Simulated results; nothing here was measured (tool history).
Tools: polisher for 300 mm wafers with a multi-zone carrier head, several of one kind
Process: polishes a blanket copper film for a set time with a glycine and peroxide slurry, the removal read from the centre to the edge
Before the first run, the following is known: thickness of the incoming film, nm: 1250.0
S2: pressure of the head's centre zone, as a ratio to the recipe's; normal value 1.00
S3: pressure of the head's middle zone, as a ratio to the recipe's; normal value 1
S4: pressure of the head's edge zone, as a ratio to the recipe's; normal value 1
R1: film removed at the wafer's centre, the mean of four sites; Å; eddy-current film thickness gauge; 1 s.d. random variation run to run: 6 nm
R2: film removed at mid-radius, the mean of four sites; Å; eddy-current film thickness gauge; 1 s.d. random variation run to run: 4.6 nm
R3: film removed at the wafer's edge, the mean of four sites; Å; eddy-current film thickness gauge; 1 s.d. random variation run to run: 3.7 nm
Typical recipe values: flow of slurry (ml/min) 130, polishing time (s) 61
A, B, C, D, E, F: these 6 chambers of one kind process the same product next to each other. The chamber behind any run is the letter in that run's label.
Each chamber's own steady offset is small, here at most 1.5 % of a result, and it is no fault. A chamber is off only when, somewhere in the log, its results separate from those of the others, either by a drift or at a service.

At hour 8.5: chamber E: worn pad replaced by a new one.
Run 1E, hour 8.7: usual settings. Result: R1 5192.1 Å, R2 5227.7 Å, R3 5093.4 Å.
Run 2A, hour 15.4: usual settings. Result: R1 5180.6 Å, R2 5128.6 Å, R3 5166.3 Å.
Run 3C, hour 24.2: usual settings. Result: R1 5186.5 Å, R2 5240.2 Å, R3 5140.2 Å.
At hour 26.5: chamber A: worn pad replaced by a new one.
At hour 28.8: chamber F: slurry nozzle cleaned.
Run 4F, hour 30.3: usual settings. Result: R1 5155.6 Å, R2 5246.1 Å, R3 5175.9 Å.
At hour 31.2: chamber D: worn pad replaced by a new one.
Run 5B, hour 40.1: usual settings. Result: R1 5187.0 Å, R2 5146.1 Å, R3 5227.8 Å.
Run 6D, hour 47.6: usual settings. Result: R1 5210.6 Å, R2 5110.3 Å, R3 5198.0 Å.
At hour 50.3: chamber E: slurry nozzle cleaned.
Run 7C, hour 58.3: usual settings. Result: R1 5102.1 Å, R2 5257.3 Å, R3 5138.9 Å.
At hour 60.6: chamber E: worn pad replaced by a new one.
Run 8D, hour 63.3: usual settings. Result: R1 5152.6 Å, R2 5242.0 Å, R3 5179.2 Å.
Run 9A, hour 69.5: usual settings. Result: R1 5125.4 Å, R2 5161.4 Å, R3 5191.7 Å.
Run 10F, hour 76.1: usual settings. Result: R1 5099.1 Å, R2 5159.0 Å, R3 5098.3 Å.
Run 11E, hour 85.1: usual settings. Result: R1 5187.5 Å, R2 5155.5 Å, R3 5107.2 Å.
At hour 91.0: chamber C: slurry nozzle cleaned.
Run 12B, hour 93.0: usual settings. Result: R1 5017.9 Å, R2 5188.9 Å, R3 5269.3 Å.
At hour 93.1: chamber C: worn pad replaced by a new one.
Run 13D, hour 100.7: usual settings. Result: R1 5107.7 Å, R2 5184.7 Å, R3 5072.8 Å.
Run 14B, hour 107.8: usual settings. Result: R1 5048.8 Å, R2 5009.9 Å, R3 5207.0 Å.
At hour 108.0: chamber A: worn pad replaced by a new one.
Run 15C, hour 113.9: usual settings. Result: R1 5275.5 Å, R2 5203.5 Å, R3 5130.9 Å.
Run 16E, hour 124.9: usual settings. Result: R1 5134.8 Å, R2 5191.5 Å, R3 5101.0 Å.
At hour 130.5: chamber E: worn pad replaced by a new one.
Run 17A, hour 130.8: usual settings. Result: R1 5092.0 Å, R2 5157.7 Å, R3 5179.2 Å.
Run 18F, hour 136.2: usual settings. Result: R1 5083.6 Å, R2 5078.2 Å, R3 5039.1 Å.
Run 19A, hour 142.0: usual settings. Result: R1 5078.9 Å, R2 5138.0 Å, R3 5144.3 Å.
At hour 146.5: chamber F: worn pad replaced by a new one.
Run 20C, hour 147.5: usual settings. Result: R1 5158.5 Å, R2 5240.8 Å, R3 5180.2 Å.
Run 21B, hour 152.6: usual settings. Result: R1 5013.0 Å, R2 5035.3 Å, R3 5149.1 Å.
Run 22D, hour 158.7: usual settings. Result: R1 5149.5 Å, R2 5204.0 Å, R3 5067.4 Å.
At hour 166.1: chamber D: worn pad replaced by a new one.
Run 23E, hour 169.1: usual settings. Result: R1 5151.9 Å, R2 5210.9 Å, R3 5131.2 Å.
Run 24F, hour 179.0: usual settings. Result: R1 5168.6 Å, R2 5146.9 Å, R3 5076.9 Å.
Run 25A, hour 186.1: usual settings. Result: R1 5088.9 Å, R2 5111.0 Å, R3 5183.5 Å.
At hour 193.0: chamber E: worn pad replaced by a new one.
Run 26B, hour 195.4: usual settings. Result: R1 4941.2 Å, R2 5045.0 Å, R3 5025.7 Å.
At hour 195.9: chamber A: worn pad replaced by a new one.
Run 27F, hour 206.3: usual settings. Result: R1 5195.0 Å, R2 5113.2 Å, R3 5118.1 Å.
At hour 215.2: chamber F: edge zone pressure recalibrated.
Run 28C, hour 216.4: usual settings. Result: R1 5171.3 Å, R2 5239.2 Å, R3 5120.4 Å.
At hour 217.9: chamber C: edge zone pressure recalibrated.
At hour 220.0: chamber C: worn pad replaced by a new one.
Run 29D, hour 224.4: usual settings. Result: R1 5156.5 Å, R2 5194.0 Å, R3 5073.7 Å.
Run 30E, hour 232.2: usual settings. Result: R1 5125.1 Å, R2 5200.4 Å, R3 5086.6 Å.
At hour 239.6: chamber B: slurry nozzle cleaned.
Run 31B, hour 240.0: usual settings. Result: R1 4918.6 Å, R2 4922.3 Å, R3 4987.6 Å.
Run 32E, hour 245.3: usual settings. Result: R1 5137.6 Å, R2 5289.5 Å, R3 5170.7 Å.
At hour 253.5: chamber D: slurry nozzle cleaned.
At hour 254.4: chamber C: centre zone pressure recalibrated.
Run 33F, hour 256.4: usual settings. Result: R1 5185.2 Å, R2 5076.0 Å, R3 5048.1 Å.
Run 34A, hour 265.9: usual settings. Result: R1 5085.4 Å, R2 5160.4 Å, R3 5167.2 Å.
Run 35D, hour 272.6: usual settings. Result: R1 5054.0 Å, R2 5159.3 Å, R3 5120.2 Å.
Run 36C, hour 282.0: usual settings. Result: R1 5151.9 Å, R2 5173.4 Å, R3 5163.0 Å.
Run 37C, hour 286.8: usual settings. Result: R1 5168.8 Å, R2 5227.5 Å, R3 5128.9 Å.
Run 38D, hour 296.8: usual settings. Result: R1 5117.6 Å, R2 5169.8 Å, R3 5123.0 Å.
At hour 302.4: chamber B: centre zone pressure recalibrated.
At hour 302.4: chamber B: edge zone pressure recalibrated.
Run 39B, hour 304.0: usual settings. Result: R1 4752.7 Å, R2 4835.8 Å, R3 4859.3 Å.

What goes on in this fleet: one chamber off, a drifting gauge, or nothing beyond the chambers' own small offsets? Name the chamber and the cause, if any.

Little by little, chamber B moves away from the other chambers.
What lies behind it: removal rate lost through wear of the pad, % = 6.89.

Which of the 4 candidates below, each the usual settings with something changed and its results left as question marks, puts chamber B back in line with what the other chambers give on the usual settings?
In line means no further than this from the other chambers' mean on the usual settings: R1 210.0 Å; R2 160.0 Å; R3 130.0 Å
Run 40B-1, hour 312.0: usual settings but polishing time (s) 60. Result: R1 ?, R2 ?, R3 ?.
Run 40B-2, hour 312.0: usual settings but flow of slurry (ml/min) 125, S2 0.99, S3 0.99, S4 1.01, polishing time (s) 58. Result: R1 ?, R2 ?, R3 ?.
Run 40B-3, hour 312.0: usual settings but flow of slurry (ml/min) 135, S2 1.01, S3 1.01, S4 0.99, polishing time (s) 65. Result: R1 ?, R2 ?, R3 ?.
Run 40B-4, hour 312.0: usual settings but polishing time (s) 62. Result: R1 ?, R2 ?, R3 ?.

Mean of the other chambers on the usual settings: R1 5135.6 Å; R2 5149.5 Å; R3 5137.6 Å
  run      R1      R2      R3
40B-1  4692.5  4707.0  4753.8
40B-2  4440.4  4468.2  4591.2
40B-3  5188.5  5189.0  5152.1
40B-4  4848.9  4863.9  4912.2
With 40B-3, the chamber falls back in line with the rest.

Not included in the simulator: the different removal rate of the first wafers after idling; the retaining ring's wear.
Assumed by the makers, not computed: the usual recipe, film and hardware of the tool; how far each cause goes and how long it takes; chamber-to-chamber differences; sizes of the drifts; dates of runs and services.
